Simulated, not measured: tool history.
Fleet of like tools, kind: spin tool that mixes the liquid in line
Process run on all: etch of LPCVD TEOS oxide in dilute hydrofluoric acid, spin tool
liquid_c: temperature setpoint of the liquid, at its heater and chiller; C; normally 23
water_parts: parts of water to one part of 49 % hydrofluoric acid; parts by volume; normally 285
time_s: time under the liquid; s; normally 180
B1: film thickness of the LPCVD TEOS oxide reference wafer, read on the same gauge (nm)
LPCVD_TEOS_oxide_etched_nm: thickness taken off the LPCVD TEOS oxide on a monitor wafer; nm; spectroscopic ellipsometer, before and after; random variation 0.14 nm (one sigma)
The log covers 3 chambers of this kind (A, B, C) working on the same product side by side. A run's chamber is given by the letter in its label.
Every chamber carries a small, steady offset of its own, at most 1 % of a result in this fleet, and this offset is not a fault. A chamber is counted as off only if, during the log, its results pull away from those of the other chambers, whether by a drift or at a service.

{"run": "1A", "hour": 8.0, "liquid_c": 23, "water_parts": 285, "time_s": 180, "B1": 49.964, "LPCVD_TEOS_oxide_etched_nm": 24.473}
{"run": "2C", "hour": 18.9, "liquid_c": 23, "water_parts": 285, "time_s": 180, "B1": 49.982, "LPCVD_TEOS_oxide_etched_nm": 24.392}
{"run": "3B", "hour": 26.8, "liquid_c": 23, "water_parts": 285, "time_s": 180, "B1": 50, "LPCVD_TEOS_oxide_etched_nm": 24.554}
{"run": "4C", "hour": 35.6, "liquid_c": 23, "water_parts": 285, "time_s": 180, "B1": 49.991, "LPCVD_TEOS_oxide_etched_nm": 24.446}
{"run": "5A", "hour": 44.9, "liquid_c": 23, "water_parts": 285, "time_s": 180, "B1": 50.024, "LPCVD_TEOS_oxide_etched_nm": 24.238}
{"run": "6B", "hour": 55.8, "liquid_c": 23, "water_parts": 285, "time_s": 180, "B1": 49.965, "LPCVD_TEOS_oxide_etched_nm": 24.524}
{"run": "7C", "hour": 64.4, "liquid_c": 23, "water_parts": 285, "time_s": 180, "B1": 50.003, "LPCVD_TEOS_oxide_etched_nm": 24.461}
{"run": "8A", "hour": 72.6, "liquid_c": 23, "water_parts": 285, "time_s": 180, "B1": 49.981, "LPCVD_TEOS_oxide_etched_nm": 24.494}
{"run": "9B", "hour": 82.9, "liquid_c": 25.5, "water_parts": 370, "time_s": 180, "B1": 50.002, "LPCVD_TEOS_oxide_etched_nm": 19.326}
{"run": "10B", "hour": 90.8, "liquid_c": 25.5, "water_parts": 370, "time_s": 180, "B1": 50.002, "LPCVD_TEOS_oxide_etched_nm": 19.103}
{"run": "11C", "hour": 101.8, "liquid_c": 25.5, "water_parts": 370, "time_s": 180, "B1": 49.989, "LPCVD_TEOS_oxide_etched_nm": 18.796}
{"run": "12A", "hour": 112.6, "liquid_c": 23, "water_parts": 285, "time_s": 180, "B1": 49.979, "LPCVD_TEOS_oxide_etched_nm": 24.296}
{"run": "13C", "hour": 121.4, "liquid_c": 23, "water_parts": 285, "time_s": 180, "B1": 50.022, "LPCVD_TEOS_oxide_etched_nm": 24.601}
{"hour": 124.3, "done": "chamber C: hydrofluoric acid flow meter replaced"}
{"run": "14A", "hour": 128.1, "liquid_c": 23, "water_parts": 285, "time_s": 180, "B1": 50.004, "LPCVD_TEOS_oxide_etched_nm": 24.287}
{"run": "15B", "hour": 135.9, "liquid_c": 23, "water_parts": 285, "time_s": 180, "B1": 50.004, "LPCVD_TEOS_oxide_etched_nm": 24.543}
{"run": "16C", "hour": 141.8, "liquid_c": 23, "water_parts": 285, "time_s": 180, "B1": 49.965, "LPCVD_TEOS_oxide_etched_nm": 24.379}
{"run": "17B", "hour": 151.6, "liquid_c": 18.5, "water_parts": 175, "time_s": 180, "B1": 49.998, "LPCVD_TEOS_oxide_etched_nm": 37.592}
{"run": "18A", "hour": 159.7, "liquid_c": 18.5, "water_parts": 175, "time_s": 180, "B1": 49.999, "LPCVD_TEOS_oxide_etched_nm": 37.313}
{"run": "19C", "hour": 166.7, "liquid_c": 18.5, "water_parts": 175, "time_s": 180, "B1": 50.006, "LPCVD_TEOS_oxide_etched_nm": 37.638}
{"run": "20B", "hour": 176.2, "liquid_c": 23, "water_parts": 285, "time_s": 180, "B1": 49.987, "LPCVD_TEOS_oxide_etched_nm": 25.277}
{"run": "21A", "hour": 185.6, "liquid_c": 23, "water_parts": 285, "time_s": 180, "B1": 50, "LPCVD_TEOS_oxide_etched_nm": 24.503}
{"run": "22B", "hour": 193.7, "liquid_c": 23, "water_parts": 285, "time_s": 225, "B1": 50.01, "LPCVD_TEOS_oxide_etched_nm": 31.794}
{"run": "23C", "hour": 201.0, "liquid_c": 23, "water_parts": 285, "time_s": 225, "B1": 49.995, "LPCVD_TEOS_oxide_etched_nm": 30.571}
{"run": "24A", "hour": 210.0, "liquid_c": 23, "water_parts": 285, "time_s": 225, "B1": 49.979, "LPCVD_TEOS_oxide_etched_nm": 30.737}
{"run": "25A", "hour": 221.0, "liquid_c": 23, "water_parts": 285, "time_s": 180, "B1": 49.982, "LPCVD_TEOS_oxide_etched_nm": 24.43}
{"run": "26B", "hour": 230.9, "liquid_c": 25.5, "water_parts": 410, "time_s": 180, "B1": 50.007, "LPCVD_TEOS_oxide_etched_nm": 17.2}
{"run": "27C", "hour": 236.5, "liquid_c": 25.5, "water_parts": 410, "time_s": 180, "B1": 49.977, "LPCVD_TEOS_oxide_etched_nm": 16.288}
{"run": "28C", "hour": 248.1, "liquid_c": 25.5, "water_parts": 410, "time_s": 180, "B1": 50.045, "LPCVD_TEOS_oxide_etched_nm": 16.537}
{"run": "29B", "hour": 256.9, "liquid_c": 23, "water_parts": 285, "time_s": 180, "B1": 49.969, "LPCVD_TEOS_oxide_etched_nm": 26.152}
{"run": "30A", "hour": 263.4, "liquid_c": 23, "water_parts": 285, "time_s": 180, "B1": 49.997, "LPCVD_TEOS_oxide_etched_nm": 24.549}
{"run": "31C", "hour": 275.6, "liquid_c": 23, "water_parts": 285, "time_s": 180, "B1": 49.986, "LPCVD_TEOS_oxide_etched_nm": 24.735}
{"run": "32A", "hour": 281.1, "liquid_c": 23, "water_parts": 285, "time_s": 180, "B1": 50.016, "LPCVD_TEOS_oxide_etched_nm": 24.618}
{"run": "33B", "hour": 288.7, "liquid_c": 23, "water_parts": 285, "time_s": 180, "B1": 49.984, "LPCVD_TEOS_oxide_etched_nm": 26.095}
{"run": "34C", "hour": 294.7, "liquid_c": 23, "water_parts": 285, "time_s": 180, "B1": 50.004, "LPCVD_TEOS_oxide_etched_nm": 24.655}
{"run": "35B", "hour": 307.1, "liquid_c": 23, "water_parts": 285, "time_s": 180, "B1": 50.013, "LPCVD_TEOS_oxide_etched_nm": 26.458}

Read the log: is a single chamber off, either drifting away or since a service, is the gauge that measures every chamber drifting, or is nothing wrong beyond small per-chamber offsets? Name any odd chamber and what most likely caused it.

Little by little, chamber B moves away from the other chambers.
Cause: liquid hotter than its thermometer reads (K) = 2.12.
The log might look much the same if the cause were instead: hydrofluoric acid flow above the setpoint (%).

Chamber B could run next with any of the 4 candidate recipes listed below; each alters the usual settings, and their results appear as question marks. Which one brings its results back in line with what the other chambers deliver on the usual settings?
Maximum distance from the other chambers' mean on the usual settings for a result to count as in line: LPCVD_TEOS_oxide_etched_nm 0.48 nm
{"run": "36B-1", "hour": 316.0, "liquid_c": 23, "water_parts": 295, "time_s": 180, "LPCVD_TEOS_oxide_etched_nm": "?"}
{"run": "36B-2", "hour": 316.0, "liquid_c": 23, "water_parts": 280, "time_s": 185, "LPCVD_TEOS_oxide_etched_nm": "?"}
{"run": "36B-3", "hour": 316.0, "liquid_c": 23, "water_parts": 295, "time_s": 175, "LPCVD_TEOS_oxide_etched_nm": "?"}
{"run": "36B-4", "hour": 316.0, "liquid_c": 23, "water_parts": 275, "time_s": 185, "LPCVD_TEOS_oxide_etched_nm": "?"}

The mean the other chambers reach with the usual settings: LPCVD_TEOS_oxide_etched_nm 24.59 nm
run=36B-1 LPCVD_TEOS_oxide_etched_nm=25.533
run=36B-2 LPCVD_TEOS_oxide_etched_nm=28.043
run=36B-3 LPCVD_TEOS_oxide_etched_nm=24.824
run=36B-4 LPCVD_TEOS_oxide_etched_nm=28.69
It is 36B-3 that realigns the chamber with its peers.
